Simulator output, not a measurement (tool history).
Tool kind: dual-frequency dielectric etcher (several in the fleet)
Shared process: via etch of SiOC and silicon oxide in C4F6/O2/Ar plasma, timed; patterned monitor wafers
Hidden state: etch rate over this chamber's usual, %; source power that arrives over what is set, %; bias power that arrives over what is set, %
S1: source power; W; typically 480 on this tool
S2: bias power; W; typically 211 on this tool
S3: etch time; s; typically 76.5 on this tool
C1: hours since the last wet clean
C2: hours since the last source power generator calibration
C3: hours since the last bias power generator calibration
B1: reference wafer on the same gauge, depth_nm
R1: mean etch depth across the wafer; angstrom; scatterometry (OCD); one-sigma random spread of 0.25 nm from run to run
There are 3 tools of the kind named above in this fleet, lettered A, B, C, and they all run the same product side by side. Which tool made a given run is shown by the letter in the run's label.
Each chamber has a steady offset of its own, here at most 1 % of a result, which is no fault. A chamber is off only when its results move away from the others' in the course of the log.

run 1C hour=3.5 | S1=480 S2=211 S3=76.5 | C1=159.1 C2=2736.8 C3=2019.4 | B1=110.49 | R1=974.48
-- hour=7.2 chamber A: wet clean of the chamber
run 2A hour=7.6 | S1=480 S2=211 S3=76.5 | C1=0.4 C2=1154 C3=238.3 | B1=110.4 | R1=968.8
run 3B hour=12.5 | S1=480 S2=211 S3=76.5 | C1=450.5 C2=1654.6 C3=656.8 | B1=110.56 | R1=987.61
run 4C hour=15.9 | S1=480 S2=211 S3=76.5 | C1=171.5 C2=2749.2 C3=2031.8 | B1=110.49 | R1=976.34
run 5B hour=19.5 | S1=480 S2=211 S3=76.5 | C1=457.5 C2=1661.6 C3=663.8 | B1=110.51 | R1=986.66
run 6A hour=22.4 | S1=480 S2=211 S3=76.5 | C1=15.2 C2=1168.8 C3=253.1 | B1=110.45 | R1=970.27
run 7B hour=24.9 | S1=480 S2=211 S3=76.5 | C1=462.9 C2=1667 C3=669.2 | B1=110.53 | R1=985.9
run 8A hour=29.6 | S1=480 S2=211 S3=76.5 | C1=22.4 C2=1176 C3=260.3 | B1=110.55 | R1=969.4
run 9C hour=32.7 | S1=480 S2=211 S3=76.5 | C1=188.3 C2=2766 C3=2048.6 | B1=110.48 | R1=974.01
run 10A hour=35.3 | S1=480 S2=211 S3=76.5 | C1=28.1 C2=1181.7 C3=266 | B1=110.51 | R1=970.49
run 11C hour=39.9 | S1=480 S2=259 S3=63 | C1=195.5 C2=2773.2 C3=2055.8 | B1=110.53 | R1=863.92
run 12B hour=43.4 | S1=480 S2=259 S3=63 | C1=481.4 C2=1685.5 C3=687.7 | B1=110.38 | R1=867.31
run 13B hour=48.1 | S1=480 S2=259 S3=63 | C1=486.1 C2=1690.2 C3=692.4 | B1=110.47 | R1=874.16
run 14A hour=51.6 | S1=480 S2=228 S3=60.5 | C1=44.4 C2=1198 C3=282.3 | B1=110.52 | R1=791.67
run 15C hour=55.9 | S1=480 S2=228 S3=60.5 | C1=211.5 C2=2789.2 C3=2071.8 | B1=110.49 | R1=793.08
run 16B hour=59 | S1=480 S2=228 S3=60.5 | C1=497 C2=1701.1 C3=703.3 | B1=110.49 | R1=799.56
run 17A hour=62.6 | S1=480 S2=211 S3=76.5 | C1=55.4 C2=1209 C3=293.3 | B1=110.42 | R1=969.96
run 18C hour=65.2 | S1=480 S2=211 S3=76.5 | C1=220.8 C2=2798.5 C3=2081.1 | B1=110.46 | R1=974.91
run 19B hour=69.8 | S1=480 S2=211 S3=76.5 | C1=507.8 C2=1711.9 C3=714.1 | B1=110.51 | R1=985.14
run 20A hour=73 | S1=480 S2=211 S3=76.5 | C1=65.8 C2=1219.4 C3=303.7 | B1=110.44 | R1=968.69
run 21C hour=77.8 | S1=480 S2=211 S3=76.5 | C1=233.4 C2=2811.1 C3=2093.7 | B1=110.52 | R1=975.47
run 22B hour=80.5 | S1=480 S2=211 S3=76.5 | C1=518.5 C2=1722.6 C3=724.8 | B1=110.47 | R1=983.89
run 23C hour=84.8 | S1=480 S2=211 S3=76.5 | C1=240.4 C2=2818.1 C3=2100.7 | B1=110.43 | R1=978.35
run 24A hour=87.4 | S1=480 S2=211 S3=76.5 | C1=80.2 C2=1233.8 C3=318.1 | B1=110.5 | R1=970.93
run 25C hour=90.2 | S1=530 S2=211 S3=91 | C1=245.8 C2=2823.5 C3=2106.1 | B1=110.54 | R1=1203.1
run 26A hour=93.8 | S1=530 S2=211 S3=91 | C1=86.6 C2=1240.2 C3=324.5 | B1=110.45 | R1=1200.2
run 27B hour=98.3 | S1=530 S2=211 S3=91 | C1=536.3 C2=1740.4 C3=742.6 | B1=110.47 | R1=1214.5
run 28C hour=102.8 | S1=480 S2=211 S3=76.5 | C1=258.4 C2=2836.1 C3=2118.7 | B1=110.54 | R1=972.44
run 29A hour=106.7 | S1=480 S2=211 S3=76.5 | C1=99.5 C2=1253.1 C3=337.4 | B1=110.57 | R1=969.39
run 30B hour=110.4 | S1=480 S2=211 S3=76.5 | C1=548.4 C2=1752.5 C3=754.7 | B1=110.52 | R1=982.97
run 31B hour=113 | S1=480 S2=211 S3=76.5 | C1=551 C2=1755.1 C3=757.3 | B1=110.49 | R1=987
run 32C hour=117.4 | S1=480 S2=211 S3=76.5 | C1=273 C2=2850.7 C3=2133.3 | B1=110.49 | R1=977.79
run 33A hour=120.2 | S1=480 S2=211 S3=76.5 | C1=113 C2=1266.6 C3=350.9 | B1=110.44 | R1=971.81
run 34A hour=124.5 | S1=480 S2=211 S3=76.5 | C1=117.3 C2=1270.9 C3=355.2 | B1=110.51 | R1=972.6
run 35B hour=127.7 | S1=480 S2=211 S3=76.5 | C1=565.7 C2=1769.8 C3=772 | B1=110.42 | R1=985.63
run 36C hour=131.6 | S1=480 S2=211 S3=76.5 | C1=287.2 C2=2864.9 C3=2147.5 | B1=110.48 | R1=974.68
run 37B hour=135.9 | S1=480 S2=211 S3=76.5 | C1=573.9 C2=1778 C3=780.2 | B1=110.57 | R1=988.82
run 38A hour=138.5 | S1=480 S2=257 S3=76.5 | C1=131.3 C2=1284.9 C3=369.2 | B1=110.44 | R1=1033.5
run 39C hour=143.6 | S1=480 S2=257 S3=76.5 | C1=299.2 C2=2876.9 C3=2159.5 | B1=110.54 | R1=1042
run 40B hour=146.2 | S1=480 S2=257 S3=76.5 | C1=584.2 C2=1788.3 C3=790.5 | B1=110.48 | R1=1054.9
run 41A hour=150.5 | S1=480 S2=211 S3=76.5 | C1=143.3 C2=1296.9 C3=381.2 | B1=110.49 | R1=969.09
run 42C hour=153.4 | S1=480 S2=211 S3=76.5 | C1=309 C2=2886.7 C3=2169.3 | B1=110.53 | R1=978.05

Next, every chamber runs the same settings. What will each give?
run 43A hour=157.1 | S1=480 S2=211 S3=76.5 | R1=?
run 43B hour=157.1 | S1=480 S2=211 S3=76.5 | R1=?
run 43C hour=157.1 | S1=480 S2=211 S3=76.5 | R1=?

run=43A R1=971.96
run=43B R1=982.56
run=43C R1=976.79
